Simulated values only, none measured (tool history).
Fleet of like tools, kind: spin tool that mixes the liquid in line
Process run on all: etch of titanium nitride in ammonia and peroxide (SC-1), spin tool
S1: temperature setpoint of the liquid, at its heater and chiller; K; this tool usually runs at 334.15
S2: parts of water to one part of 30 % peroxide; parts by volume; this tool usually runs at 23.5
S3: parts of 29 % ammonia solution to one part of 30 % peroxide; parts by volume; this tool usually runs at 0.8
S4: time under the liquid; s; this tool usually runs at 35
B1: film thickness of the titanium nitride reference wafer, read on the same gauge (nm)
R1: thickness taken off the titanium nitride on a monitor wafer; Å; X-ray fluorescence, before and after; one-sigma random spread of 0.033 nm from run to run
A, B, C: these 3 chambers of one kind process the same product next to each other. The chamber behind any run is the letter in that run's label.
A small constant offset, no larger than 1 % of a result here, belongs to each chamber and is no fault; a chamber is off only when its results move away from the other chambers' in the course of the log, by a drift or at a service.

run   hour      S1    S2   S3  S4      B1      R1
 1C   11.2  334.15  23.5  0.8  35      70  43.239
      20.9  -- chamber B: thermometer replaced
 2B   23.3  334.15  23.5  0.8  35  70.004  42.938
 3A   32.2  334.15  23.5  0.8  35  69.961  43.194
 4A     39  334.15  23.5  0.8  35  69.988  43.272
 5C   53.7  334.15  23.5  0.8  35  69.994  43.493
 6B   64.2  330.15  23.5  0.8  35  69.967  32.963
 7B   74.2  330.15  23.5  0.8  35  69.994  33.621
      79.9  -- chamber A: heated supply line repaired
 8C   82.8  330.15  23.5  0.8  35  69.997  32.912
 9A   89.6  334.15  23.5  0.8  35  69.971  43.366
10A  104.3  334.15  23.5  0.8  35      70  42.801
11B  116.4  334.15  23.5  0.8  35  70.003  42.986
12C  124.9  334.15  23.5    1  35  70.011  44.307
13B    134  334.15  23.5    1  35  70.017  44.584
14A    145  334.15  23.5    1  35  70.027  44.159
15C  151.8  334.15  23.5  0.8  35  69.977  42.688
16B  165.8  334.15  23.5  0.8  35  70.025  43.397
17C  178.2  334.15  23.5  0.8  35  69.989  42.062
18A  188.4  334.15  23.5  0.8  35  69.985  42.617
19A  196.9  334.15  23.5  0.8  35  69.991  43.053
20B  211.7  334.15  23.5  0.8  35  70.012  43.206
21C    221  334.15  23.5  0.8  35  70.024  41.135
22C  231.2  334.15  23.5  0.8  35  69.956  41.166
23A  238.4  334.15  23.5  0.8  35  70.016  42.356
24B  247.5  334.15  23.5  0.8  35  69.987  43.047
25A  260.3  334.15    35  1.2  35  69.997  36.834
26B  269.9  334.15    35  1.2  35  70.023  36.791
27C  284.1  334.15    35  1.2  35  70.007  33.788
28C  296.1  334.15  23.5  0.8  35  70.028  39.249
29B  309.5  334.15  23.5  0.8  35  70.054  42.698

Which is it: a chamber that has drifted or been left off by a service, a gauge drift common to all chambers, or only each chamber's usual small offset? If a chamber is off, name it and its likeliest cause.

Chamber C drifts away from the others.
Most likely cause: temperature lost on the way to the wafer (K) = 1.72.
It could be hard to tell apart here from: liquid colder than its thermometer reads (K).

Which of the 4 candidates below, each the usual settings with something changed and its results left as question marks, puts chamber C back in line with what the other chambers give on the usual settings?
In line here means within this much of the mean the other chambers give on the usual settings: R1 1.1 Å
30C-1  320.4  335.65  23.5  0.8  35       ?
30C-2  320.4  334.15    21  0.8  35       ?
30C-3  320.4  332.65    24  0.8  35       ?
30C-4  320.4  334.15    26  0.8  35       ?

The other chambers' mean on the usual settings: R1 42.854 Å
  run      R1
30C-1  42.519
30C-2  41.098
30C-3  34.578
30C-4  36.449
It is 30C-1 that realigns the chamber with its peers.

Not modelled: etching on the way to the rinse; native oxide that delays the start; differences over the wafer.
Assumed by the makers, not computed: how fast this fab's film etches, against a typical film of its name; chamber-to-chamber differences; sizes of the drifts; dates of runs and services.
